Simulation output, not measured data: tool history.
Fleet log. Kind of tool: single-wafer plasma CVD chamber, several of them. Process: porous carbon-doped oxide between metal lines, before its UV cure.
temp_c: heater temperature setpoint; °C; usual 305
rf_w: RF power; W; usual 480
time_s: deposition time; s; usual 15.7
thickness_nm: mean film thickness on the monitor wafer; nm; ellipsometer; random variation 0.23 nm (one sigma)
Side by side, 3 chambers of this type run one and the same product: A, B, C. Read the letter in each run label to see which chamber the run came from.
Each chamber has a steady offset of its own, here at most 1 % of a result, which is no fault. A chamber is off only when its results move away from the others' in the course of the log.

run,hour,temp_c,rf_w,time_s,hours since the last thermocouple change,hours since the last RF generator calibration,"read-back reference wafer on the same gauge, thickness_nm",thickness_nm
1A,3.8,305,480,15.7,550.1,1291.1,68.260,81.679
2C,8.1,305,480,15.7,494.8,1225.8,68.339,82.467
3B,16.2,305,480,15.7,2652.9,1339.5,68.295,81.402
4B,23.0,305,480,15.7,2659.7,1346.3,68.269,81.275
5A,27.6,305,480,15.7,573.9,1314.9,68.292,82.267
6C,33.7,305,480,15.7,520.4,1251.4,68.318,82.311
7C,41.7,305,480,15.7,528.4,1259.4,68.296,82.797
8A,47.5,305,480,15.7,593.8,1334.8,68.271,82.203
9B,54.0,305,480,15.7,2690.7,1377.3,68.303,81.270
10B,60.0,305,395,14.1,2696.7,1383.3,68.271,63.292
# hour 64.4: chamber B: thermocouple changed; heater temperature recalibrated
11C,65.5,305,395,14.1,552.2,1283.2,68.315,64.143
12A,71.8,305,395,14.1,618.1,1359.1,68.266,64.051
13C,75.6,305,480,15.7,562.3,1293.3,68.311,82.205
14A,81.8,305,480,15.7,628.1,1369.1,68.264,82.207
15B,86.2,305,535,17.4,21.8,1409.5,68.289,94.629
16A,94.2,305,535,17.4,640.5,1381.5,68.347,97.568
17C,100.3,305,535,17.4,587.0,1318.0,68.260,97.606
18B,108.6,305,480,15.7,44.2,1431.9,68.284,79.681
19A,115.3,294,480,15.7,661.6,1402.6,68.267,87.327
20C,121.3,294,480,15.7,608.0,1339.0,68.286,87.859
21B,125.7,294,480,15.7,61.3,1449.0,68.287,83.932
22C,130.0,305,480,15.7,616.7,1347.7,68.337,82.629
23A,134.3,305,480,15.7,680.6,1421.6,68.302,81.964
24B,141.3,305,480,15.7,76.9,1464.6,68.236,79.164
25A,145.9,305,395,15.7,692.2,1433.2,68.303,70.819
26B,152.8,305,395,15.7,88.4,1476.1,68.240,68.705
27C,157.1,305,395,15.7,643.8,1374.8,68.281,70.926

Decide between three cases: one chamber stands off from its peers, the gauge reading all wafers drifts, or nothing is wrong past each chamber's small offset. Where a chamber is off, say which and what most likely put it there.

After it was serviced, chamber B no longer matches the other chambers.
Cause: wafer temperature above the value expected at the setpoint (K) = 4.78.

Which of the 4 candidates below, each the usual settings with something changed and its results left as question marks, puts chamber B back in line with what the other chambers give on the usual settings?
In line means no further than this from the other chambers' mean on the usual settings: thickness_nm 0.820 nm
28B-1,163.1,305,485,15.8,,,,?
28B-2,163.1,299,480,15.7,,,,?
28B-3,163.1,306,475,15.4,,,,?
28B-4,163.1,305,470,15.7,,,,?

What the other chambers average on the usual settings: thickness_nm 82.173 nm
run,thickness_nm
28B-1,80.403
28B-2,81.977
28B-3,76.945
28B-4,78.245
The answer is 28B-2, which returns the chamber to within the allowed miss of the others.
